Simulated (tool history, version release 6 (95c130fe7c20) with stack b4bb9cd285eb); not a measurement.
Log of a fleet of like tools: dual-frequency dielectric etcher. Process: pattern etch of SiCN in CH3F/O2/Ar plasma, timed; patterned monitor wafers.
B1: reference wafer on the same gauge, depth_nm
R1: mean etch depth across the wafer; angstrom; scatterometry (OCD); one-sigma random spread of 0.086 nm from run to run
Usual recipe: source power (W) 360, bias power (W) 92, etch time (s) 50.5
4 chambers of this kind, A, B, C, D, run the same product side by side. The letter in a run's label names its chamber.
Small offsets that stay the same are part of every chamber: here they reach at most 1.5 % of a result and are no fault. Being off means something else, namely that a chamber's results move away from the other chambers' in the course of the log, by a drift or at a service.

run 1A day=0.208 | source_power_(W)=360 bias_power_(W)=92 etch_time_(s)=50.5 | B1=18.214 | R1=198.83
run 2B day=0.538 | source_power_(W)=360 bias_power_(W)=92 etch_time_(s)=50.5 | B1=18.198 | R1=203.61
run 3D day=0.679 | source_power_(W)=360 bias_power_(W)=92 etch_time_(s)=50.5 | B1=18.185 | R1=199.65
-- day=0.775 chamber D: wet clean of the chamber
run 4C day=0.838 | source_power_(W)=360 bias_power_(W)=92 etch_time_(s)=50.5 | B1=18.204 | R1=197.97
run 5D day=0.983 | source_power_(W)=360 bias_power_(W)=92 etch_time_(s)=50.5 | B1=18.184 | R1=200.32
run 6C day=1.196 | source_power_(W)=410 bias_power_(W)=92 etch_time_(s)=37.5 | B1=18.209 | R1=154.55
run 7A day=1.492 | source_power_(W)=410 bias_power_(W)=92 etch_time_(s)=37.5 | B1=18.193 | R1=154.26
run 8B day=1.638 | source_power_(W)=410 bias_power_(W)=92 etch_time_(s)=37.5 | B1=18.195 | R1=155.51
run 9D day=1.858 | source_power_(W)=410 bias_power_(W)=92 etch_time_(s)=37.5 | B1=18.204 | R1=156.19
run 10B day=2.017 | source_power_(W)=360 bias_power_(W)=92 etch_time_(s)=50.5 | B1=18.207 | R1=199.16
run 11A day=2.188 | source_power_(W)=360 bias_power_(W)=92 etch_time_(s)=50.5 | B1=18.189 | R1=200.42
run 12C day=2.483 | source_power_(W)=360 bias_power_(W)=92 etch_time_(s)=50.5 | B1=18.193 | R1=199.46
run 13B day=2.65 | source_power_(W)=360 bias_power_(W)=92 etch_time_(s)=50.5 | B1=18.209 | R1=199.24
run 14C day=2.942 | source_power_(W)=360 bias_power_(W)=92 etch_time_(s)=50.5 | B1=18.177 | R1=197.69
run 15D day=3.162 | source_power_(W)=360 bias_power_(W)=92 etch_time_(s)=50.5 | B1=18.18 | R1=201.86
run 16A day=3.446 | source_power_(W)=360 bias_power_(W)=92 etch_time_(s)=50.5 | B1=18.187 | R1=199.96
run 17A day=3.633 | source_power_(W)=360 bias_power_(W)=92 etch_time_(s)=50.5 | B1=18.197 | R1=197.53
run 18C day=3.842 | source_power_(W)=360 bias_power_(W)=92 etch_time_(s)=50.5 | B1=18.196 | R1=197.38
run 19D day=4.054 | source_power_(W)=360 bias_power_(W)=92 etch_time_(s)=50.5 | B1=18.205 | R1=199.32
run 20B day=4.212 | source_power_(W)=290 bias_power_(W)=92 etch_time_(s)=50.5 | B1=18.219 | R1=183.41
run 21A day=4.433 | source_power_(W)=290 bias_power_(W)=92 etch_time_(s)=50.5 | B1=18.211 | R1=183.92
run 22D day=4.667 | source_power_(W)=290 bias_power_(W)=92 etch_time_(s)=50.5 | B1=18.204 | R1=184.88
run 23C day=4.904 | source_power_(W)=290 bias_power_(W)=92 etch_time_(s)=50.5 | B1=18.208 | R1=182.25
run 24B day=5.096 | source_power_(W)=360 bias_power_(W)=92 etch_time_(s)=50.5 | B1=18.22 | R1=196.63
run 25C day=5.258 | source_power_(W)=360 bias_power_(W)=92 etch_time_(s)=50.5 | B1=18.208 | R1=199.5
run 26A day=5.554 | source_power_(W)=360 bias_power_(W)=92 etch_time_(s)=50.5 | B1=18.198 | R1=197.67
run 27B day=5.712 | source_power_(W)=360 bias_power_(W)=106 etch_time_(s)=50.5 | B1=18.177 | R1=208.99
run 28D day=5.933 | source_power_(W)=360 bias_power_(W)=106 etch_time_(s)=50.5 | B1=18.213 | R1=211.97
run 29D day=6.104 | source_power_(W)=360 bias_power_(W)=106 etch_time_(s)=50.5 | B1=18.194 | R1=209.25
-- day=6.292 chamber A: wet clean of the chamber
run 30C day=6.367 | source_power_(W)=360 bias_power_(W)=106 etch_time_(s)=50.5 | B1=18.221 | R1=209.25
run 31B day=6.525 | source_power_(W)=360 bias_power_(W)=92 etch_time_(s)=50.5 | B1=18.198 | R1=195.78
run 32A day=6.8 | source_power_(W)=330 bias_power_(W)=107 etch_time_(s)=50.5 | B1=18.197 | R1=203.71
run 33D day=7.096 | source_power_(W)=330 bias_power_(W)=107 etch_time_(s)=50.5 | B1=18.203 | R1=205.46
run 34B day=7.338 | source_power_(W)=330 bias_power_(W)=107 etch_time_(s)=50.5 | B1=18.196 | R1=200.23
run 35C day=7.608 | source_power_(W)=330 bias_power_(W)=107 etch_time_(s)=50.5 | B1=18.213 | R1=203.03
run 36A day=7.846 | source_power_(W)=360 bias_power_(W)=92 etch_time_(s)=50.5 | B1=18.199 | R1=198.83

Each of the 4 chambers runs these same settings next. Fill in every chamber's results:
run 37A day=8.088 | source_power_(W)=360 bias_power_(W)=75 etch_time_(s)=50.5 | R1=?
run 37B day=8.088 | source_power_(W)=360 bias_power_(W)=75 etch_time_(s)=50.5 | R1=?
run 37C day=8.088 | source_power_(W)=360 bias_power_(W)=75 etch_time_(s)=50.5 | R1=?
run 37D day=8.088 | source_power_(W)=360 bias_power_(W)=75 etch_time_(s)=50.5 | R1=?

run=37A R1=184.64
run=37B R1=180.94
run=37C R1=183.71
run=37D R1=184.57
